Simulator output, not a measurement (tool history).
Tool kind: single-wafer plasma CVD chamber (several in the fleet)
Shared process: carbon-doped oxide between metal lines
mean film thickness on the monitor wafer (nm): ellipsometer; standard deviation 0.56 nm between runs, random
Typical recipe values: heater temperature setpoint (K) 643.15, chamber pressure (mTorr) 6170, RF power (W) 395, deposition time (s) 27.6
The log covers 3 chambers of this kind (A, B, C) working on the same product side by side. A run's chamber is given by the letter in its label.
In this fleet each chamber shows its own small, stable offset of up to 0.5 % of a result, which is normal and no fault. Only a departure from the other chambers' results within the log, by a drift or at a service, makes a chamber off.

run   hour  heater temperature setpoint (K)  chamber pressure (mTorr)  RF power (W)  deposition time (s)  read-back reference wafer on the same gauge, thickness_nm  mean film thickness on the monitor wafer (nm)
 1A    8.3                           643.15                      6170           395                 27.6                                                     98.025                                         117.63
 2C   15.5                           643.15                      6170           395                 27.6                                                     97.970                                         116.02
 3B   22.0                           643.15                      6170           395                 27.6                                                     97.924                                         116.46
 4C   31.2                           643.15                      6170           395                 27.6                                                     98.120                                         117.30
      33.9  -- chamber C: RF generator calibrated
 5A   42.6                           643.15                      6170           395                 27.6                                                     98.029                                         116.13
 6B   55.9                           643.15                      6170           395                 27.6                                                     98.026                                         116.61
 7A   62.4                           643.15                      6170           395                 27.6                                                     98.023                                         116.77
 8C   69.0                           643.15                      6170           395                 27.6                                                     98.029                                         117.62
 9B   79.0                           643.15                      6170           395                 27.6                                                     97.937                                         116.91
10C   91.0                           643.15                      6170           395                 27.6                                                     97.901                                         117.22
11B  102.6                           643.15                      6170           395                 27.6                                                     97.862                                         115.77
12A  112.1                           643.15                      6170           395                 27.6                                                     97.990                                         117.07
13B  123.9                           643.15                      6170           395                 27.6                                                     97.966                                         117.17
14A  136.1                           643.15                      6170           395                 27.6                                                     98.129                                         116.26
15C  146.7                           643.15                      6170           395                 27.6                                                     98.040                                         116.88
16A  160.2                           643.15                      6170           395                 27.6                                                     97.898                                         116.46
17B  169.1                           643.15                      6170           395                 27.6                                                     98.010                                         116.23
18C  182.1                           643.15                      6170           395                 27.6                                                     97.893                                         117.14
19C  193.4                           643.15                      7590           350                 27.6                                                     98.049                                         109.66
20A  202.9                           643.15                      7590           350                 27.6                                                     98.012                                         108.31
21B  214.3                           643.15                      7590           350                 27.6                                                     97.990                                         108.53
22C  221.9                           643.15                      6170           395                 27.6                                                     98.073                                         116.47
23B  229.9                           643.15                      6170           395                 27.6                                                     97.971                                         115.67
24A  243.5                           643.15                      6170           395                 31.6                                                     97.921                                         132.76
25B  257.1                           643.15                      6170           395                 31.6                                                     97.897                                         133.19

Next, all 3 chambers run the settings below, one line each with question marks for the results. What does each chamber give?
26A  267.0                           643.15                      6170           450                 27.6                                                                                                         ?
26B  267.0                           643.15                      6170           450                 27.6                                                                                                         ?
26C  267.0                           643.15                      6170           450                 27.6                                                                                                         ?

run  mean film thickness on the monitor wafer (nm)
26A                                         128.63
26B                                         127.78
26C                                         128.27
